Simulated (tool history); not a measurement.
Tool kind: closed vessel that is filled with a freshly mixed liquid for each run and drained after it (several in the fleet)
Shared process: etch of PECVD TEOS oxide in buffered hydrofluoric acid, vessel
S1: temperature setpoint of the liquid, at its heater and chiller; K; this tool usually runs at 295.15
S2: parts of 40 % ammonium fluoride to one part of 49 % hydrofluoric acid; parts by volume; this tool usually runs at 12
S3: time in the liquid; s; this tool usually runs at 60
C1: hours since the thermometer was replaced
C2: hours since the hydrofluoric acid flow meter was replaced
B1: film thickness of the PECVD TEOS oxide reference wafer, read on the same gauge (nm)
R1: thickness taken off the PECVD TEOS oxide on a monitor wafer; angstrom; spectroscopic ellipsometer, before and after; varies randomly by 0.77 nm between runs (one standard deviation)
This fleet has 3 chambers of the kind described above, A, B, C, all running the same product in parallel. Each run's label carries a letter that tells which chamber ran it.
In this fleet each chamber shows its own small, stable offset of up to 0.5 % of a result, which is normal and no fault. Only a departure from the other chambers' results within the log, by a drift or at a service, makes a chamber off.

run	day	S1	S2	S3	C1	C2	B1	R1
1B	0.329	295.15	12	60	807.6	1298.4	49.993	883.95
2A	0.771	295.15	12	60	2138.8	983.2	50.027	885.51
3C	1.004	295.15	12	60	1216.7	375.0	49.943	905.70
4C	1.346	295.15	12	60	1224.9	383.2	50.045	885.56
5A	1.658	295.15	12	60	2160.1	1004.5	49.994	880.98
6B	1.958	295.15	12	60	846.7	1337.5	49.974	912.51
7C	2.212	292.65	9	60	1245.7	404.0	49.996	991.52
8A	2.642	292.65	9	60	2183.7	1028.1	50.014	1003.30
9B	3.125	292.65	9	60	874.7	1365.5	49.983	1001.90
# day 3.179: chamber B: hydrofluoric acid flow meter replaced
10B	3.600	295.15	12	60	886.1	10.2	50.067	903.42
11A	3.871	295.15	12	60	2213.2	1057.6	49.986	887.23
12C	4.325	295.15	12	60	1296.4	454.7	49.975	909.24
13A	4.821	290.15	12	60	2236.0	1080.4	50.024	669.75
14C	5.225	290.15	12	60	1318.0	476.3	49.974	701.45
15B	5.750	290.15	12	60	937.7	61.8	49.977	682.14
# day 5.838: chamber A: thermometer replaced
16C	6.154	295.15	12	60	1340.3	498.6	50.004	944.34
17B	6.438	295.15	12	60	954.2	78.3	50.033	901.52
18A	6.871	295.15	12	60	24.8	1129.6	50.009	882.56
19A	7.396	295.15	12	60	37.4	1142.2	49.975	892.90
20B	7.704	295.15	12	60	984.6	108.7	49.986	891.56
21C	7.975	295.15	9	30	1384.0	542.3	50.030	616.84
22B	8.488	295.15	9	30	1003.4	127.5	50.048	571.00
23A	8.925	295.15	9	30	74.1	1178.9	49.991	576.00
24C	9.271	295.15	12	60	1415.1	573.4	49.963	966.78
25A	9.671	295.15	12	60	92.0	1196.8	50.014	883.48
26C	9.938	295.15	12	60	1431.1	589.4	49.989	978.33
27B	10.296	295.15	12	60	1046.8	170.9	50.018	886.91
28B	10.571	295.15	12	60	1053.4	177.5	49.967	887.42
29C	10.862	295.15	12	60	1453.3	611.6	50.013	982.32
30A	11.233	295.15	12	60	129.5	1234.3	49.968	904.70
31B	11.571	295.15	12	30	1077.4	201.5	50.001	442.49
32A	11.871	295.15	12	30	144.8	1249.6	50.003	453.47

What goes on in this fleet: one chamber off, a drifting gauge, or nothing beyond the chambers' own small offsets? Name the chamber and the cause, if any.

It is chamber C that slowly wanders off from its peers.
What lies behind it: hydrofluoric acid flow above the setpoint (%) = 12.3.
The log may not separate it from: liquid hotter than its thermometer reads (K).

Which of the 4 candidates below, each the usual settings with something changed and its results left as question marks, puts chamber C back in line with what the other chambers give on the usual settings?
Counts as in line when no further than this from what the other chambers average on the usual settings: R1 27.00 angstrom
33C-1	12.246	295.15	11.5	65				?
33C-2	12.246	294.65	12.5	60				?
33C-3	12.246	295.65	11.5	60				?
33C-4	12.246	295.15	12.5	55				?

Mean of the other chambers on the usual settings: R1 894.24 angstrom
run	R1
33C-1	1129.40
33C-2	934.48
33C-3	1071.60
33C-4	880.65
33C-4 is the one that brings the chamber's results back in line with the other chambers.
